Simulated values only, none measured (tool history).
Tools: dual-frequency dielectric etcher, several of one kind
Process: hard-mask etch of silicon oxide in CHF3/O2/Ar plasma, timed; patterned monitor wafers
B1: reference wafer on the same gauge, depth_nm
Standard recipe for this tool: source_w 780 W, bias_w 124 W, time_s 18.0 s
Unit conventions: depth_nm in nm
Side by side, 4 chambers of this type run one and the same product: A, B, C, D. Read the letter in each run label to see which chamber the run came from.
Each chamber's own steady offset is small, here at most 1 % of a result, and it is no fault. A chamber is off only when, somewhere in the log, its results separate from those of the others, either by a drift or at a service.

{"run": "1C", "hour": 15.0, "source_w": 780, "bias_w": 124, "time_s": 18.0, "B1": 34.012, "depth_nm": 35.115}
{"run": "2B", "hour": 24.7, "source_w": 780, "bias_w": 124, "time_s": 18.0, "B1": 34.016, "depth_nm": 35.135}
{"run": "3A", "hour": 37.1, "source_w": 780, "bias_w": 124, "time_s": 18.0, "B1": 34.034, "depth_nm": 34.756}
{"run": "4D", "hour": 44.9, "source_w": 780, "bias_w": 124, "time_s": 18.0, "B1": 34.029, "depth_nm": 34.973}
{"run": "5D", "hour": 58.2, "source_w": 780, "bias_w": 124, "time_s": 18.0, "B1": 34.038, "depth_nm": 35.064}
{"run": "6A", "hour": 68.0, "source_w": 780, "bias_w": 137, "time_s": 22.0, "B1": 34.054, "depth_nm": 43.675}
{"hour": 75.5, "done": "chamber C: wet clean of the chamber"}
{"hour": 75.9, "done": "chamber B: wet clean of the chamber"}
{"run": "7B", "hour": 76.5, "source_w": 780, "bias_w": 137, "time_s": 22.0, "B1": 34.048, "depth_nm": 44.224}
{"run": "8C", "hour": 88.0, "source_w": 780, "bias_w": 137, "time_s": 22.0, "B1": 34.065, "depth_nm": 44.299}
{"run": "9B", "hour": 97.4, "source_w": 780, "bias_w": 137, "time_s": 22.0, "B1": 34.049, "depth_nm": 44.214}
{"hour": 102.7, "done": "chamber A: wet clean of the chamber"}
{"run": "10C", "hour": 107.1, "source_w": 780, "bias_w": 124, "time_s": 18.0, "B1": 34.066, "depth_nm": 35.333}
{"run": "11D", "hour": 115.4, "source_w": 780, "bias_w": 124, "time_s": 18.0, "B1": 34.06, "depth_nm": 35.154}
{"hour": 116.5, "done": "chamber D: wet clean of the chamber"}
{"run": "12A", "hour": 123.9, "source_w": 780, "bias_w": 124, "time_s": 18.0, "B1": 34.064, "depth_nm": 34.86}
{"run": "13C", "hour": 134.8, "source_w": 780, "bias_w": 124, "time_s": 18.0, "B1": 34.075, "depth_nm": 35.163}
{"run": "14A", "hour": 146.7, "source_w": 780, "bias_w": 124, "time_s": 18.0, "B1": 34.097, "depth_nm": 34.884}
{"run": "15D", "hour": 154.9, "source_w": 780, "bias_w": 124, "time_s": 18.0, "B1": 34.096, "depth_nm": 35.125}
{"hour": 157.4, "done": "chamber A: source power generator calibrated"}
{"run": "16B", "hour": 164.7, "source_w": 780, "bias_w": 124, "time_s": 18.0, "B1": 34.106, "depth_nm": 35.084}
{"run": "17B", "hour": 175.7, "source_w": 780, "bias_w": 124, "time_s": 18.0, "B1": 34.095, "depth_nm": 35.249}
{"run": "18D", "hour": 185.7, "source_w": 780, "bias_w": 107, "time_s": 22.0, "B1": 34.119, "depth_nm": 41.237}
{"run": "19A", "hour": 194.9, "source_w": 780, "bias_w": 107, "time_s": 22.0, "B1": 34.117, "depth_nm": 40.941}
{"run": "20C", "hour": 208.1, "source_w": 780, "bias_w": 107, "time_s": 22.0, "B1": 34.126, "depth_nm": 41.206}
{"run": "21C", "hour": 215.4, "source_w": 780, "bias_w": 107, "time_s": 22.0, "B1": 34.145, "depth_nm": 41.352}
{"run": "22B", "hour": 230.4, "source_w": 780, "bias_w": 124, "time_s": 18.0, "B1": 34.14, "depth_nm": 35.164}
{"run": "23A", "hour": 240.2, "source_w": 780, "bias_w": 150, "time_s": 18.0, "B1": 34.143, "depth_nm": 37.032}
{"run": "24D", "hour": 247.2, "source_w": 780, "bias_w": 150, "time_s": 18.0, "B1": 34.151, "depth_nm": 37.353}
{"run": "25B", "hour": 255.8, "source_w": 780, "bias_w": 150, "time_s": 18.0, "B1": 34.146, "depth_nm": 37.392}
{"hour": 258.3, "done": "chamber D: source power generator calibrated"}
{"run": "26D", "hour": 266.5, "source_w": 780, "bias_w": 150, "time_s": 18.0, "B1": 34.158, "depth_nm": 37.359}
{"run": "27A", "hour": 273.2, "source_w": 780, "bias_w": 124, "time_s": 21.5, "B1": 34.192, "depth_nm": 41.812}
{"run": "28C", "hour": 287.4, "source_w": 780, "bias_w": 124, "time_s": 21.5, "B1": 34.176, "depth_nm": 42.126}
{"run": "29A", "hour": 300.3, "source_w": 780, "bias_w": 124, "time_s": 21.5, "B1": 34.172, "depth_nm": 41.823}
{"run": "30B", "hour": 309.2, "source_w": 780, "bias_w": 124, "time_s": 21.5, "B1": 34.197, "depth_nm": 42.077}
{"run": "31D", "hour": 319.0, "source_w": 780, "bias_w": 124, "time_s": 18.0, "B1": 34.208, "depth_nm": 35.245}
{"run": "32C", "hour": 326.4, "source_w": 780, "bias_w": 124, "time_s": 18.0, "B1": 34.213, "depth_nm": 35.288}
{"run": "33B", "hour": 333.1, "source_w": 780, "bias_w": 124, "time_s": 18.0, "B1": 34.209, "depth_nm": 35.222}
{"run": "34D", "hour": 340.5, "source_w": 780, "bias_w": 124, "time_s": 18.0, "B1": 34.202, "depth_nm": 35.34}
{"run": "35A", "hour": 347.7, "source_w": 780, "bias_w": 124, "time_s": 18.0, "B1": 34.221, "depth_nm": 34.98}

The same settings go to every chamber for the next run, one line per chamber below. Forecast the results for each:
{"run": "36A", "hour": 358.8, "source_w": 780, "bias_w": 124, "time_s": 18.0, "depth_nm": "?"}
{"run": "36B", "hour": 358.8, "source_w": 780, "bias_w": 124, "time_s": 18.0, "depth_nm": "?"}
{"run": "36C", "hour": 358.8, "source_w": 780, "bias_w": 124, "time_s": 18.0, "depth_nm": "?"}
{"run": "36D", "hour": 358.8, "source_w": 780, "bias_w": 124, "time_s": 18.0, "depth_nm": "?"}

run=36A depth_nm=35.054
run=36B depth_nm=35.307
run=36C depth_nm=35.366
run=36D depth_nm=35.271
